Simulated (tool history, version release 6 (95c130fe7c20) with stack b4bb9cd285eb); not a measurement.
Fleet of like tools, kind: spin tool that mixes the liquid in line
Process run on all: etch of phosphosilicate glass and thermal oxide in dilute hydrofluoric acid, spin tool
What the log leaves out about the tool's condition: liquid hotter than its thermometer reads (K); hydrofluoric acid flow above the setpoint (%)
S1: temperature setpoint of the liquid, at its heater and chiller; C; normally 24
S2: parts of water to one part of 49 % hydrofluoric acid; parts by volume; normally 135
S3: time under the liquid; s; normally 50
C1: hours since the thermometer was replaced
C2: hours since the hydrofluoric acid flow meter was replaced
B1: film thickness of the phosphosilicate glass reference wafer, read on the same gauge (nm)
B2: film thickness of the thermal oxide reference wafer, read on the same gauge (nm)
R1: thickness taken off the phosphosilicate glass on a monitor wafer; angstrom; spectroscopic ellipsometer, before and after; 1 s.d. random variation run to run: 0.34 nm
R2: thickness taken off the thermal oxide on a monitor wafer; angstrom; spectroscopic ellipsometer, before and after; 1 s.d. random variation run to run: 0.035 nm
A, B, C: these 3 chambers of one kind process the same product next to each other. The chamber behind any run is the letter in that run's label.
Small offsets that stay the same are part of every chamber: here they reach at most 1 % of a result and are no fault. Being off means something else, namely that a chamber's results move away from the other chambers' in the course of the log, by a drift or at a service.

| run | hour | S1 | S2 | S3 | C1 | C2 | B1 | B2 | R1 | R2 |
|---|---|---|---|---|---|---|---|---|---|---|
| 1C | 7.4 | 24 | 135 | 50 | 639.4 | 366.6 | 110.01 | 109.98 | 515.91 | 16.847 |
| 2A | 13.9 | 24 | 135 | 50 | 1152.4 | 631.3 | 110 | 109.98 | 523.02 | 17.412 |
| 3B | 19.5 | 24 | 135 | 50 | 1828.3 | 481.7 | 109.99 | 110.01 | 517.77 | 17.71 |
| 4B | 25.3 | 24 | 135 | 50 | 1834.1 | 487.5 | 110.01 | 109.98 | 520.76 | 17.2 |
| 5A | 30.4 | 28 | 155 | 50 | 1168.9 | 647.8 | 109.97 | 109.97 | 514.39 | 16.802 |
| 6C | 36.1 | 28 | 155 | 50 | 668.1 | 395.3 | 110.01 | 109.97 | 504.89 | 16.878 |
| 7C | 42.9 | 28 | 155 | 50 | 674.9 | 402.1 | 110 | 109.99 | 509.13 | 16.863 |
| 8A | 53 | 22.5 | 135 | 20 | 1191.5 | 670.4 | 110.02 | 109.99 | 194.73 | 6.813 |
| 9B | 58.4 | 22.5 | 135 | 20 | 1867.2 | 520.6 | 110.01 | 110.03 | 197.61 | 6.5086 |
| 10A | 68.8 | 22.5 | 135 | 20 | 1207.3 | 686.2 | 110.01 | 110.02 | 196.28 | 6.2921 |
| 11B | 76.8 | 24 | 135 | 50 | 1885.6 | 539 | 109.98 | 110.01 | 520.56 | 16.381 |
| 12C | 82 | 24 | 135 | 50 | 714 | 441.2 | 110 | 109.99 | 525.19 | 17.012 |
| 13C | 89.8 | 24 | 85 | 50 | 721.8 | 449 | 109.97 | 110 | 871.41 | 28.752 |
| 14B | 97.1 | 24 | 85 | 50 | 1905.9 | 559.3 | 110.01 | 110 | 890 | 29.814 |
| 15A | 105.1 | 24 | 85 | 50 | 1243.6 | 722.5 | 109.98 | 109.97 | 871.83 | 28.95 |
| 16B | 113 | 24 | 135 | 50 | 1921.8 | 575.2 | 110.03 | 110 | 520.8 | 17.256 |
| 17A | 121.2 | 24 | 135 | 50 | 1259.7 | 738.6 | 110.01 | 109.98 | 514.48 | 17.185 |
| 18C | 128.4 | 24 | 135 | 50 | 760.4 | 487.6 | 110.02 | 109.99 | 515.03 | 17.158 |
| 19A | 134.9 | 24 | 135 | 50 | 1273.4 | 752.3 | 110.01 | 110 | 514.69 | 16.996 |
| 20C | 144.9 | 24 | 135 | 50 | 776.9 | 504.1 | 110.02 | 109.96 | 516.48 | 16.481 |
| 21B | 152.6 | 24 | 135 | 50 | 1961.4 | 614.8 | 110.02 | 110.01 | 522.49 | 17.155 |
| 22B | 158.7 | 24 | 135 | 50 | 1967.5 | 620.9 | 110 | 109.96 | 521.93 | 16.84 |
| 23A | 165 | 28 | 135 | 70 | 1303.5 | 782.4 | 109.99 | 109.97 | 843.95 | 28.462 |
| 24C | 175.6 | 28 | 135 | 70 | 807.6 | 534.8 | 110 | 109.98 | 842.02 | 28.162 |
| 25B | 181.6 | 28 | 135 | 70 | 1990.4 | 643.8 | 110 | 109.98 | 835.99 | 27.626 |
| 26A | 190.2 | 24 | 135 | 50 | 1328.7 | 807.6 | 110.02 | 109.97 | 519.62 | 17.444 |
| 27C | 195.9 | 28.5 | 135 | 70 | 827.9 | 555.1 | 110.01 | 110.01 | 862.21 | 28.161 |
| 28A | 206.2 | 28.5 | 135 | 70 | 1344.7 | 823.6 | 110.01 | 110.02 | 855.47 | 28.501 |
|  | 209.7 | chamber B: thermometer replaced |
| 29C | 217.4 | 28.5 | 135 | 70 | 849.4 | 576.6 | 110 | 109.97 | 858.53 | 28.516 |
| 30B | 227.1 | 24 | 135 | 50 | 17.4 | 689.3 | 109.98 | 109.96 | 521.7 | 17.249 |
| 31B | 232.2 | 24 | 135 | 50 | 22.5 | 694.4 | 110.02 | 109.97 | 518.48 | 17.502 |
| 32A | 239.5 | 24 | 135 | 50 | 1378 | 856.9 | 109.98 | 110 | 518.01 | 17.925 |

Next, all 3 chambers run the settings below, one line each with question marks for the results. What does each chamber give?
| 33A | 248 | 24 | 135 | 50 |  |  |  |  | ? | ? |
| 33B | 248 | 24 | 135 | 50 |  |  |  |  | ? | ? |
| 33C | 248 | 24 | 135 | 50 |  |  |  |  | ? | ? |

| run | R1 | R2 |
|---|---|---|
| 33A | 518.74 | 16.918 |
| 33B | 521.47 | 17.027 |
| 33C | 515.71 | 16.836 |

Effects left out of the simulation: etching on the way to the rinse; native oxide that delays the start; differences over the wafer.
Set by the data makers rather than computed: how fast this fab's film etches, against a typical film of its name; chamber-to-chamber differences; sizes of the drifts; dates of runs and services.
